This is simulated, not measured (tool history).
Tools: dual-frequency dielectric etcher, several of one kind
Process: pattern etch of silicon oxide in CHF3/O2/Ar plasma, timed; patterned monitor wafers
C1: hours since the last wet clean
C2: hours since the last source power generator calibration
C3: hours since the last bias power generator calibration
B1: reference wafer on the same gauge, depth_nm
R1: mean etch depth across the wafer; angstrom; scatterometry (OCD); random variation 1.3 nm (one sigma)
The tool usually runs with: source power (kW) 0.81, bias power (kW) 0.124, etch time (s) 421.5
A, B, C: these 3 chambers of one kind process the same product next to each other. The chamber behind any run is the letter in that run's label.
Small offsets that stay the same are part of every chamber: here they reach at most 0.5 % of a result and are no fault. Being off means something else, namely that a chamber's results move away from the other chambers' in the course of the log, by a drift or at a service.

run 1A hour=5.9 | source_power_(kW)=0.81 bias_power_(kW)=0.124 etch_time_(s)=421.5 | C1=29 C2=921.5 C3=2506.6 | B1=823.27 | R1=8300.8
run 2B hour=13.2 | source_power_(kW)=0.81 bias_power_(kW)=0.124 etch_time_(s)=421.5 | C1=297.9 C2=316.6 C3=711.1 | B1=823.72 | R1=8382.9
run 3C hour=22 | source_power_(kW)=0.81 bias_power_(kW)=0.124 etch_time_(s)=421.5 | C1=236 C2=2145.9 C3=1902.6 | B1=823.29 | R1=8332.1
run 4B hour=31.9 | source_power_(kW)=0.81 bias_power_(kW)=0.124 etch_time_(s)=421.5 | C1=316.6 C2=335.3 C3=729.8 | B1=823.65 | R1=8346.4
run 5C hour=39.5 | source_power_(kW)=0.81 bias_power_(kW)=0.124 etch_time_(s)=421.5 | C1=253.5 C2=2163.4 C3=1920.1 | B1=823.56 | R1=8313.8
run 6A hour=50.7 | source_power_(kW)=0.81 bias_power_(kW)=0.124 etch_time_(s)=421.5 | C1=73.8 C2=966.3 C3=2551.4 | B1=823.97 | R1=8329.3
run 7C hour=59.6 | source_power_(kW)=0.81 bias_power_(kW)=0.124 etch_time_(s)=421.5 | C1=273.6 C2=2183.5 C3=1940.2 | B1=824.24 | R1=8308
-- hour=63.4 chamber B: wet clean of the chamber
run 8B hour=70.8 | source_power_(kW)=0.81 bias_power_(kW)=0.124 etch_time_(s)=421.5 | C1=7.5 C2=374.2 C3=768.7 | B1=824.05 | R1=8360.9
run 9A hour=78.7 | source_power_(kW)=0.81 bias_power_(kW)=0.124 etch_time_(s)=421.5 | C1=101.8 C2=994.3 C3=2579.4 | B1=824.19 | R1=8315.4
run 10B hour=84.5 | source_power_(kW)=0.81 bias_power_(kW)=0.124 etch_time_(s)=421.5 | C1=21.2 C2=387.9 C3=782.4 | B1=824.32 | R1=8363.1
run 11A hour=95.2 | source_power_(kW)=0.81 bias_power_(kW)=0.124 etch_time_(s)=421.5 | C1=118.3 C2=1010.8 C3=2595.9 | B1=824.62 | R1=8325.4
run 12C hour=104.6 | source_power_(kW)=0.81 bias_power_(kW)=0.124 etch_time_(s)=421.5 | C1=318.6 C2=2228.5 C3=1985.2 | B1=824.49 | R1=8344
run 13A hour=113.2 | source_power_(kW)=0.69 bias_power_(kW)=0.137 etch_time_(s)=421.5 | C1=136.3 C2=1028.8 C3=2613.9 | B1=825.08 | R1=8086.8
run 14B hour=124.7 | source_power_(kW)=0.69 bias_power_(kW)=0.137 etch_time_(s)=421.5 | C1=61.4 C2=428.1 C3=822.6 | B1=825.15 | R1=8096.8
-- hour=128.2 chamber C: source power generator calibrated
run 15C hour=134.5 | source_power_(kW)=0.69 bias_power_(kW)=0.137 etch_time_(s)=421.5 | C1=348.5 C2=6.4 C3=2015.1 | B1=825.33 | R1=8082.7
run 16C hour=145.3 | source_power_(kW)=0.81 bias_power_(kW)=0.124 etch_time_(s)=421.5 | C1=359.3 C2=17.2 C3=2025.9 | B1=825.71 | R1=8346.7
run 17B hour=156.7 | source_power_(kW)=0.81 bias_power_(kW)=0.124 etch_time_(s)=421.5 | C1=93.4 C2=460.1 C3=854.6 | B1=825.88 | R1=8377.6
run 18A hour=168.1 | source_power_(kW)=0.74 bias_power_(kW)=0.124 etch_time_(s)=421.5 | C1=191.2 C2=1083.7 C3=2668.8 | B1=826.04 | R1=8038.5
run 19B hour=179.7 | source_power_(kW)=0.74 bias_power_(kW)=0.124 etch_time_(s)=421.5 | C1=116.4 C2=483.1 C3=877.6 | B1=826.2 | R1=8106.5
run 20A hour=191.3 | source_power_(kW)=0.74 bias_power_(kW)=0.124 etch_time_(s)=421.5 | C1=214.4 C2=1106.9 C3=2692 | B1=826.32 | R1=8054.5
run 21C hour=202.6 | source_power_(kW)=0.81 bias_power_(kW)=0.124 etch_time_(s)=421.5 | C1=416.6 C2=74.5 C3=2083.2 | B1=826.82 | R1=8345.8
run 22C hour=208.8 | source_power_(kW)=0.81 bias_power_(kW)=0.124 etch_time_(s)=366 | C1=422.8 C2=80.7 C3=2089.4 | B1=826.87 | R1=7245.9
run 23B hour=218.2 | source_power_(kW)=0.81 bias_power_(kW)=0.124 etch_time_(s)=366 | C1=154.9 C2=521.6 C3=916.1 | B1=826.63 | R1=7297
run 24A hour=225.2 | source_power_(kW)=0.81 bias_power_(kW)=0.124 etch_time_(s)=366 | C1=248.3 C2=1140.8 C3=2725.9 | B1=827.3 | R1=7243.4
run 25C hour=233.1 | source_power_(kW)=0.81 bias_power_(kW)=0.124 etch_time_(s)=421.5 | C1=447.1 C2=105 C3=2113.7 | B1=827.26 | R1=8375.9
run 26A hour=240 | source_power_(kW)=0.81 bias_power_(kW)=0.124 etch_time_(s)=421.5 | C1=263.1 C2=1155.6 C3=2740.7 | B1=827.17 | R1=8339.5
run 27B hour=245.3 | source_power_(kW)=0.81 bias_power_(kW)=0.124 etch_time_(s)=421.5 | C1=182 C2=548.7 C3=943.2 | B1=827.82 | R1=8384.3
run 28A hour=252.4 | source_power_(kW)=0.81 bias_power_(kW)=0.124 etch_time_(s)=421.5 | C1=275.5 C2=1168 C3=2753.1 | B1=827.28 | R1=8344
run 29C hour=261 | source_power_(kW)=0.81 bias_power_(kW)=0.124 etch_time_(s)=421.5 | C1=475 C2=132.9 C3=2141.6 | B1=828.08 | R1=8372.4
run 30B hour=266.3 | source_power_(kW)=0.81 bias_power_(kW)=0.124 etch_time_(s)=421.5 | C1=203 C2=569.7 C3=964.2 | B1=827.83 | R1=8415.5
run 31B hour=274.5 | source_power_(kW)=0.81 bias_power_(kW)=0.124 etch_time_(s)=421.5 | C1=211.2 C2=577.9 C3=972.4 | B1=828.18 | R1=8415.6

All 3 chambers run these settings next. Forecast each chamber's results:
run 32A hour=283.1 | source_power_(kW)=0.71 bias_power_(kW)=0.124 etch_time_(s)=421.5 | R1=?
run 32B hour=283.1 | source_power_(kW)=0.71 bias_power_(kW)=0.124 etch_time_(s)=421.5 | R1=?
run 32C hour=283.1 | source_power_(kW)=0.71 bias_power_(kW)=0.124 etch_time_(s)=421.5 | R1=?

run=32A R1=7941.5
run=32B R1=7984.1
run=32C R1=7946

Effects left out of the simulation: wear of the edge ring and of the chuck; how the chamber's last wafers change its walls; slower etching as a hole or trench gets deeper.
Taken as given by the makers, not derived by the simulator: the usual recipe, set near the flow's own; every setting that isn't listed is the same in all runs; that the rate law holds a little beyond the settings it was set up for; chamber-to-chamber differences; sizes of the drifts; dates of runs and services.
